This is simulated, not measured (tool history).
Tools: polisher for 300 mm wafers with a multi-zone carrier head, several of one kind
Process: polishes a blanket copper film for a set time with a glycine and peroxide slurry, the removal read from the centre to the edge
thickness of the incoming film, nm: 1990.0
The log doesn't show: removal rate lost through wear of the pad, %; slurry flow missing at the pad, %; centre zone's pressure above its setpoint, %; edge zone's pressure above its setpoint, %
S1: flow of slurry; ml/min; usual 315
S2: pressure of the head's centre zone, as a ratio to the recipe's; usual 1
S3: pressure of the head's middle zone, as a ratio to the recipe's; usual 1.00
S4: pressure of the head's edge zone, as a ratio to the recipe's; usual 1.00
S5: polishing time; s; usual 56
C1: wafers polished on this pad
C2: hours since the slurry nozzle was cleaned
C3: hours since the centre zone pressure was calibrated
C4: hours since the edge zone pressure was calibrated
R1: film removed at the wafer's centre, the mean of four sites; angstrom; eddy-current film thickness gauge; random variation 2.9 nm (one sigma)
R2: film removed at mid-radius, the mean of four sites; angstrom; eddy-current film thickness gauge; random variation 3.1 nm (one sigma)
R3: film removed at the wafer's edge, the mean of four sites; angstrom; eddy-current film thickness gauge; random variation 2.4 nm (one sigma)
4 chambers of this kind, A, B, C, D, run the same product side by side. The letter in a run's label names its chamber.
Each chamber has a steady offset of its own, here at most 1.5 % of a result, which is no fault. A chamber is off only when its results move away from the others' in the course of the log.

{"hour": 3.9, "done": "chamber D: worn pad replaced by a new one"}
{"run": "1D", "hour": 5.7, "S1": 315, "S2": 1, "S3": 1.0, "S4": 1.0, "S5": 56, "C1": 26, "C2": 384.4, "C3": 9.4, "C4": 268.1, "R1": 2443.8, "R2": 2453.4, "R3": 2424.0}
{"hour": 5.9, "done": "chamber D: slurry nozzle cleaned"}
{"run": "2A", "hour": 12.3, "S1": 315, "S2": 1, "S3": 1.0, "S4": 1.0, "S5": 56, "C1": 788, "C2": 333.6, "C3": 43.3, "C4": 25.3, "R1": 2434.4, "R2": 2435.6, "R3": 2408.6}
{"run": "3B", "hour": 22.7, "S1": 315, "S2": 1, "S3": 1.0, "S4": 1.0, "S5": 56, "C1": 490, "C2": 536.4, "C3": 361.2, "C4": 892.9, "R1": 2465.2, "R2": 2427.0, "R3": 2407.2}
{"hour": 26.1, "done": "chamber A: worn pad replaced by a new one"}
{"run": "4C", "hour": 29.4, "S1": 315, "S2": 1, "S3": 1.0, "S4": 1.0, "S5": 56, "C1": 1111, "C2": 369.4, "C3": 176.8, "C4": 84.9, "R1": 2396.0, "R2": 2418.4, "R3": 2444.7}
{"run": "5A", "hour": 35.7, "S1": 315, "S2": 1, "S3": 1.0, "S4": 1.0, "S5": 56, "C1": 133, "C2": 357.0, "C3": 66.7, "C4": 48.7, "R1": 2456.0, "R2": 2398.6, "R3": 2436.0}
{"run": "6B", "hour": 43.9, "S1": 315, "S2": 1, "S3": 1.0, "S4": 1.0, "S5": 56, "C1": 782, "C2": 557.6, "C3": 382.4, "C4": 914.1, "R1": 2493.0, "R2": 2412.3, "R3": 2406.3}
{"hour": 48.8, "done": "chamber C: worn pad replaced by a new one"}
{"run": "7D", "hour": 53.0, "S1": 315, "S2": 1, "S3": 1.0, "S4": 1.0, "S5": 56, "C1": 677, "C2": 47.2, "C3": 56.7, "C4": 315.4, "R1": 2450.8, "R2": 2415.3, "R3": 2466.7}
{"run": "8C", "hour": 58.4, "S1": 315, "S2": 1, "S3": 1.0, "S4": 1.0, "S5": 66, "C1": 133, "C2": 398.4, "C3": 205.8, "C4": 113.9, "R1": 2863.2, "R2": 2834.2, "R3": 2857.8}
{"hour": 63.7, "done": "chamber C: slurry nozzle cleaned"}
{"run": "9B", "hour": 67.4, "S1": 315, "S2": 1, "S3": 1.0, "S4": 1.0, "S5": 66, "C1": 1106, "C2": 581.1, "C3": 405.9, "C4": 937.6, "R1": 2898.3, "R2": 2849.2, "R3": 2861.3}
{"run": "10A", "hour": 74.1, "S1": 315, "S2": 1, "S3": 1.0, "S4": 1.0, "S5": 66, "C1": 662, "C2": 395.4, "C3": 105.1, "C4": 87.1, "R1": 2854.2, "R2": 2811.7, "R3": 2848.8}
{"run": "11D", "hour": 79.2, "S1": 315, "S2": 1, "S3": 1.0, "S4": 1.0, "S5": 66, "C1": 1038, "C2": 73.4, "C3": 82.9, "C4": 341.6, "R1": 2926.4, "R2": 2827.6, "R3": 2920.0}
{"hour": 79.5, "done": "chamber D: worn pad replaced by a new one"}
{"run": "12C", "hour": 86.6, "S1": 315, "S2": 1, "S3": 1.0, "S4": 1.0, "S5": 56, "C1": 521, "C2": 23.0, "C3": 234.0, "C4": 142.1, "R1": 2452.4, "R2": 2438.6, "R3": 2460.0}
{"run": "13A", "hour": 92.0, "S1": 315, "S2": 1, "S3": 1.0, "S4": 1.0, "S5": 56, "C1": 909, "C2": 413.3, "C3": 123.0, "C4": 105.0, "R1": 2432.9, "R2": 2363.6, "R3": 2451.9}
{"run": "14D", "hour": 99.9, "S1": 315, "S2": 1, "S3": 1.0, "S4": 1.0, "S5": 56, "C1": 281, "C2": 94.1, "C3": 103.6, "C4": 362.3, "R1": 2462.9, "R2": 2423.9, "R3": 2473.3}
{"run": "15B", "hour": 109.7, "S1": 315, "S2": 1, "S3": 1.0, "S4": 1.0, "S5": 56, "C1": 1689, "C2": 623.4, "C3": 448.2, "C4": 979.9, "R1": 2481.0, "R2": 2428.4, "R3": 2416.4}
{"hour": 110.4, "done": "chamber B: worn pad replaced by a new one"}
{"hour": 113.3, "done": "chamber A: worn pad replaced by a new one"}
{"run": "16C", "hour": 117.8, "S1": 315, "S2": 1, "S3": 1.0, "S4": 1.0, "S5": 56, "C1": 951, "C2": 54.2, "C3": 265.2, "C4": 173.3, "R1": 2492.8, "R2": 2465.9, "R3": 2437.6}
{"run": "17A", "hour": 123.3, "S1": 315, "S2": 1, "S3": 1.0, "S4": 1.0, "S5": 56, "C1": 138, "C2": 444.6, "C3": 154.3, "C4": 136.3, "R1": 2455.9, "R2": 2412.9, "R3": 2392.8}
{"run": "18C", "hour": 131.5, "S1": 315, "S2": 1, "S3": 1.0, "S4": 1.0, "S5": 56, "C1": 1140, "C2": 67.9, "C3": 278.9, "C4": 187.0, "R1": 2522.2, "R2": 2457.0, "R3": 2429.2}
{"run": "19D", "hour": 136.4, "S1": 315, "S2": 1, "S3": 1.0, "S4": 1.0, "S5": 56, "C1": 784, "C2": 130.6, "C3": 140.1, "C4": 398.8, "R1": 2482.0, "R2": 2423.4, "R3": 2422.6}
{"hour": 140.1, "done": "chamber B: slurry nozzle cleaned"}
{"hour": 140.3, "done": "chamber C: worn pad replaced by a new one"}
{"run": "20B", "hour": 146.3, "S1": 400, "S2": 1, "S3": 1.0, "S4": 1.0, "S5": 56, "C1": 495, "C2": 6.2, "C3": 484.8, "C4": 1016.5, "R1": 2530.7, "R2": 2512.4, "R3": 2466.1}
{"run": "21D", "hour": 155.3, "S1": 400, "S2": 1, "S3": 1.0, "S4": 1.0, "S5": 56, "C1": 1044, "C2": 149.5, "C3": 159.0, "C4": 417.7, "R1": 2482.7, "R2": 2442.3, "R3": 2502.6}
{"hour": 155.9, "done": "chamber D: worn pad replaced by a new one"}
{"run": "22C", "hour": 160.6, "S1": 400, "S2": 1, "S3": 1.0, "S4": 1.0, "S5": 56, "C1": 279, "C2": 97.0, "C3": 308.0, "C4": 216.1, "R1": 2625.6, "R2": 2532.4, "R3": 2468.2}
{"run": "23A", "hour": 169.4, "S1": 400, "S2": 1, "S3": 1.0, "S4": 1.0, "S5": 56, "C1": 773, "C2": 490.7, "C3": 200.4, "C4": 182.4, "R1": 2510.3, "R2": 2462.5, "R3": 2449.0}
{"run": "24B", "hour": 177.8, "S1": 315, "S2": 1, "S3": 1.0, "S4": 1.0, "S5": 56, "C1": 929, "C2": 37.7, "C3": 516.3, "C4": 1048.0, "R1": 2422.7, "R2": 2393.8, "R3": 2429.7}
{"hour": 183.4, "done": "chamber A: worn pad replaced by a new one"}
{"run": "25C", "hour": 184.3, "S1": 315, "S2": 1, "S3": 1.0, "S4": 1.0, "S5": 56, "C1": 606, "C2": 120.7, "C3": 331.7, "C4": 239.8, "R1": 2610.9, "R2": 2392.5, "R3": 2417.0}
{"run": "26D", "hour": 192.5, "S1": 315, "S2": 1, "S3": 1.0, "S4": 1.0, "S5": 56, "C1": 504, "C2": 186.7, "C3": 196.2, "C4": 454.9, "R1": 2485.6, "R2": 2407.5, "R3": 2468.2}
{"run": "27A", "hour": 202.3, "S1": 315, "S2": 1, "S3": 0.89, "S4": 1.12, "S5": 56, "C1": 261, "C2": 523.6, "C3": 233.3, "C4": 215.3, "R1": 2469.5, "R2": 2110.4, "R3": 2554.6}
{"hour": 207.7, "done": "chamber B: worn pad replaced by a new one"}
{"run": "28B", "hour": 209.4, "S1": 315, "S2": 1, "S3": 0.89, "S4": 1.12, "S5": 56, "C1": 24, "C2": 69.3, "C3": 547.9, "C4": 1079.6, "R1": 2486.6, "R2": 2171.6, "R3": 2579.4}
{"run": "29D", "hour": 216.7, "S1": 315, "S2": 1, "S3": 0.89, "S4": 1.12, "S5": 56, "C1": 837, "C2": 210.9, "C3": 220.4, "C4": 479.1, "R1": 2435.6, "R2": 2229.5, "R3": 2578.3}
{"hour": 224.8, "done": "chamber C: worn pad replaced by a new one"}
{"run": "30C", "hour": 226.4, "S1": 315, "S2": 1, "S3": 0.89, "S4": 1.12, "S5": 56, "C1": 23, "C2": 162.8, "C3": 373.8, "C4": 281.9, "R1": 2735.4, "R2": 2196.1, "R3": 2591.8}

All 4 chambers run these settings next. Forecast each chamber's results:
{"run": "31A", "hour": 234.3, "S1": 315, "S2": 1, "S3": 1.0, "S4": 1.0, "S5": 56, "R1": "?", "R2": "?", "R3": "?"}
{"run": "31B", "hour": 234.3, "S1": 315, "S2": 1, "S3": 1.0, "S4": 1.0, "S5": 56, "R1": "?", "R2": "?", "R3": "?"}
{"run": "31C", "hour": 234.3, "S1": 315, "S2": 1, "S3": 1.0, "S4": 1.0, "S5": 56, "R1": "?", "R2": "?", "R3": "?"}
{"run": "31D", "hour": 234.3, "S1": 315, "S2": 1, "S3": 1.0, "S4": 1.0, "S5": 56, "R1": "?", "R2": "?", "R3": "?"}

run=31A R1=2463.2 R2=2397.6 R3=2411.2
run=31B R1=2471.5 R2=2447.1 R3=2410.4
run=31C R1=2730.2 R2=2471.0 R3=2394.7
run=31D R1=2434.1 R2=2434.2 R3=2431.4
